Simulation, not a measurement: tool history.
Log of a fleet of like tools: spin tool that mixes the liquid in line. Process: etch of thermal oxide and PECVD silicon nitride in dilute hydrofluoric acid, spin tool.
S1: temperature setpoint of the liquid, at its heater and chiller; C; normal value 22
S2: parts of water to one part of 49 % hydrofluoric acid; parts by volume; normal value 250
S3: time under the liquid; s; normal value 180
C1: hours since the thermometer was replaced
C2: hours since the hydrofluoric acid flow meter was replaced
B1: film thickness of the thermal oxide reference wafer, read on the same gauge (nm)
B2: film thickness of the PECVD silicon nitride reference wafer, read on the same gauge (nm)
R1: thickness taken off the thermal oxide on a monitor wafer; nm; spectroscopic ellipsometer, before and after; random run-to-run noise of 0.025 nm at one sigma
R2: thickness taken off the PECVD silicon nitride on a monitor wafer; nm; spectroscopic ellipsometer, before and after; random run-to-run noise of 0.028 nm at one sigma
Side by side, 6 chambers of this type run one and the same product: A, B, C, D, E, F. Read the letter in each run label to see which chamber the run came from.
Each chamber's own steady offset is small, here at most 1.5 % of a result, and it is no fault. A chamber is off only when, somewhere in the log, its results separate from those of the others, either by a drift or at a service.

run   hour  S1   S2   S3      C1      C2      B1      B2      R1      R2
 1F    4.3  22  250  180  2538.5  2007.7  89.927  80.022  2.7472  1.8703
 2A   11.7  22  250  180   320.4   756.7  90.035  79.982  2.7855  1.9390
 3E   17.8  22  250  180    80.5  1199.2  89.986  79.977  2.7510  1.9161
 4C   23.2  22  250  180  1470.3   704.4  89.999  80.017  2.7004  1.8987
 5D   28.3  22  250  180   590.9  1121.4  90.030  79.995  2.7344  1.9000
 6B   34.5  22  250  180   873.9  1584.6  89.983  79.982  2.6882  1.9221
 7A   42.9  20  175  180   351.6   787.9  89.942  80.012  3.9336  2.3669
 8C   50.4  20  175  180  1497.5   731.6  89.967  79.984  3.8378  2.2297
 9E   55.8  20  175  180   118.5  1237.2  90.032  80.000  3.8844  2.4072
10F   61.3  20  175  180  2595.5  2064.7  90.052  79.989  3.8117  2.3381
      67.4  -- chamber B: hydrofluoric acid flow meter replaced
11B   69.9  20  175  180   909.3     2.6  89.969  79.991  3.9442  2.4523
12D   78.8  20  175  180   641.4  1171.9  90.008  80.002  3.9519  2.3928
      81.2  -- chamber D: thermometer replaced
13C   84.2  22  250  180  1531.3   765.4  90.012  80.006  2.7150  1.8576
14A   90.1  22  250  180   398.8   835.1  90.042  79.984  2.7415  1.9009
15B   95.8  22  250  180   935.2    28.5  89.983  80.011  2.8124  1.9524
16E  100.9  22  250  180   163.6  1282.3  90.012  80.004  2.7487  1.8765
     104.7  -- chamber F: thermometer replaced
17D  106.2  22  250  180    25.0  1199.3  89.986  80.005  2.7203  1.9097
     107.7  -- chamber E: hydrofluoric acid flow meter replaced
18F  115.2  22  250  180    10.5  2118.6  89.973  80.008  2.6890  1.8505
19B  123.2  22  250  180   962.6    55.9  89.978  79.991  2.7719  1.9777
20C  128.2  22  250  180  1575.3   809.4  90.006  79.970  2.7447  1.9183
21F  137.8  27  250  180    33.1  2141.2  89.996  79.986  3.2045  2.6371
22E  142.1  27  250  180   204.8    34.5  90.015  80.000  3.2610  2.6652
23D  146.6  27  250  180    65.4  1239.7  90.003  79.986  3.2373  2.5888
     149.3  -- chamber F: hydrofluoric acid flow meter replaced
24A  152.4  27  250  180   461.1   897.4  89.977  79.987  3.2376  2.5292
25E  160.4  27  250  180   223.1    52.8  90.024  79.992  3.2686  2.5541
26C  166.1  27  250  180  1613.2   847.3  89.969  79.984  3.3245  2.5482
27A  170.7  22  250  180   479.4   915.7  89.981  80.004  2.7104  1.8730
28B  179.3  22  250  180  1018.7   112.0  89.993  80.018  2.8585  2.0404
29F  185.7  22  250  180    81.0    36.4  89.977  80.010  2.6880  1.8690
30D  192.1  22  250  180   110.9  1285.2  89.996  80.009  2.6635  1.9057
31B  198.1  22  250  180  1037.5   130.8  90.029  79.995  2.8741  2.0604
32F  204.5  22  250  180    99.8    55.2  89.996  79.988  2.7028  1.9050
33A  211.0  22  250  180   519.7   956.0  89.993  80.019  2.7201  1.9270
34D  215.8  22  250  180   134.6  1308.9  90.052  79.977  2.6734  1.9012
35E  220.9  22  250  180   283.6   113.3  90.009  79.977  2.7410  1.9092
36C  229.1  22  250  180  1676.2   910.3  90.009  79.984  2.7234  1.8771
37B  236.1  22  250  180  1075.5   168.8  89.939  80.018  2.8375  2.1479

Is one chamber off against the others, does the gauge drift, or is nothing wrong? If a chamber is off, say which, and what the likeliest cause is.

Little by little, chamber B moves away from the other chambers.
Most likely cause: liquid hotter than its thermometer reads (K) = 1.92.

Here are 4 candidates for chamber B's next run, each the usual settings with a change, their results left as question marks. Which one brings its results back in line with what the others give on the usual settings?
To be in line, a result may differ from the other chambers' mean on the usual settings by at most: R1 0.0870 nm; R2 0.0990 nm
38B-1  243.1  23.5  265  195                   ?   ?
38B-2  243.1  22.5  255  185                   ?   ?
38B-3  243.1  21.5  245  175                   ?   ?
38B-4  243.1  20.5  235  165                   ?   ?

What the other chambers average on the usual settings: R1 2.7203 nm; R2 1.8906 nm
  run      R1      R2
38B-1  3.0605  2.3866
38B-2  2.9455  2.2140
38B-3  2.8275  2.0475
38B-4  2.7091  1.8899
38B-4 brings the chamber back in line.
